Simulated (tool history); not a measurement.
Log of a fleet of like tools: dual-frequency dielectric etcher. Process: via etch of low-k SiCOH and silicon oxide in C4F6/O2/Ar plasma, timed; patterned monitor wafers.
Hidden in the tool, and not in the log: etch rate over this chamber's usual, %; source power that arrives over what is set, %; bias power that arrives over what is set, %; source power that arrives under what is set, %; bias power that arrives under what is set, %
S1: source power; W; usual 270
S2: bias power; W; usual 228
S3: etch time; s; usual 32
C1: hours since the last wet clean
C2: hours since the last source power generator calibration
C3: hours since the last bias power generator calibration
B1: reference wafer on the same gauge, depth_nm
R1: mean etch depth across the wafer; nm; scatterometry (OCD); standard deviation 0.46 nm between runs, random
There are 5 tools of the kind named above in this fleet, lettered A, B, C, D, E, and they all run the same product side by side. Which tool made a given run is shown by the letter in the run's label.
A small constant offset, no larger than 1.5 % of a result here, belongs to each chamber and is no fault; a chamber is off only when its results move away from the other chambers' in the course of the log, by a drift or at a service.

| run | hour | S1 | S2 | S3 | C1 | C2 | C3 | B1 | R1 |
|---|---|---|---|---|---|---|---|---|---|
| 1C | 5.1 | 270 | 228 | 32 | 39.9 | 220.3 | 313.9 | 71.486 | 70.74 |
| 2E | 8.7 | 270 | 228 | 32 | 434.4 | 897.3 | 445.3 | 71.344 | 69.707 |
| 3D | 12.4 | 270 | 228 | 32 | 195.7 | 966.2 | 1621.6 | 71.316 | 69.557 |
| 4B | 15.9 | 270 | 228 | 32 | 474.7 | 1574.8 | 970.7 | 71.211 | 69.352 |
| 5A | 19 | 270 | 228 | 32 | 386.6 | 3215.6 | 1205.2 | 71.251 | 69.962 |
| 6A | 24.2 | 270 | 228 | 32 | 391.8 | 3220.8 | 1210.4 | 71.361 | 70.624 |
| 7D | 30.2 | 270 | 228 | 32 | 213.5 | 984 | 1639.4 | 71.307 | 69.255 |
| 8B | 33.9 | 270 | 228 | 32 | 492.7 | 1592.8 | 988.7 | 71.452 | 69.591 |
| 9E | 39.5 | 270 | 228 | 32 | 465.2 | 928.1 | 476.1 | 71.354 | 69.927 |
| 10C | 43.5 | 270 | 228 | 32 | 78.3 | 258.7 | 352.3 | 71.397 | 70.539 |
| 11A | 48.8 | 270 | 228 | 32 | 416.4 | 3245.4 | 1235 | 71.499 | 70.649 |
| 12B | 54 | 230 | 228 | 32 | 512.8 | 1612.9 | 1008.8 | 71.335 | 65.82 |
| 13D | 58.7 | 230 | 228 | 32 | 242 | 1012.5 | 1667.9 | 71.267 | 66.005 |
| 14E | 61.9 | 230 | 228 | 32 | 487.6 | 950.5 | 498.5 | 71.407 | 65.14 |
| 15C | 67.5 | 230 | 228 | 32 | 102.3 | 282.7 | 376.3 | 71.246 | 66.242 |
| 16E | 72.9 | 230 | 228 | 32 | 498.6 | 961.5 | 509.5 | 71.364 | 66.285 |
| 17C | 77.6 | 270 | 228 | 32 | 112.4 | 292.8 | 386.4 | 71.26 | 71.29 |
| 18B | 82.4 | 270 | 228 | 32 | 541.2 | 1641.3 | 1037.2 | 71.329 | 70.171 |
| 19D | 86.4 | 270 | 228 | 32 | 269.7 | 1040.2 | 1695.6 | 71.209 | 69.312 |
| 20A | 89.9 | 270 | 228 | 32 | 457.5 | 3286.5 | 1276.1 | 71.327 | 70.729 |
|  | 91.5 | chamber B: wet clean of the chamber |
| 21C | 94.4 | 270 | 228 | 32 | 129.2 | 309.6 | 403.2 | 71.347 | 69.898 |
| 22A | 100.3 | 270 | 228 | 32 | 467.9 | 3296.9 | 1286.5 | 71.35 | 70.881 |
| 23B | 104.9 | 270 | 228 | 32 | 13.4 | 1663.8 | 1059.7 | 71.232 | 69.61 |
| 24E | 109.7 | 270 | 270 | 32 | 535.4 | 998.3 | 546.3 | 71.271 | 74.19 |
| 25D | 112.4 | 270 | 270 | 32 | 295.7 | 1066.2 | 1721.6 | 71.456 | 73.614 |
| 26A | 118.2 | 270 | 270 | 32 | 485.8 | 3314.8 | 1304.4 | 71.343 | 74.395 |
|  | 121 | chamber E: wet clean of the chamber |
| 27D | 123.9 | 270 | 270 | 32 | 307.2 | 1077.7 | 1733.1 | 71.366 | 73.786 |
| 28C | 129.1 | 270 | 270 | 32 | 163.9 | 344.3 | 437.9 | 71.362 | 75.065 |
| 29E | 134.2 | 270 | 228 | 32 | 13.3 | 1022.8 | 570.8 | 71.382 | 70.391 |
| 30B | 136.8 | 300 | 228 | 32 | 45.3 | 1695.7 | 1091.6 | 71.355 | 71.792 |
| 31D | 141.7 | 300 | 228 | 32 | 325 | 1095.5 | 1750.9 | 71.313 | 71.954 |
|  | 143.5 | chamber A: wet clean of the chamber |
| 32A | 146 | 300 | 228 | 32 | 2.6 | 3342.6 | 1332.2 | 71.321 | 73.244 |
| 33B | 152 | 300 | 228 | 32 | 60.5 | 1710.9 | 1106.8 | 71.371 | 72.746 |
| 34C | 157.5 | 300 | 228 | 32 | 192.3 | 372.7 | 466.3 | 71.33 | 73.662 |

Read the log: is a single chamber off, either drifting away or since a service, is the gauge that measures every chamber drifting, or is nothing wrong beyond small per-chamber offsets? Name any odd chamber and what most likely caused it.

No chamber is off and the gauge is stable; the differences are just each chamber's small, constant offset.
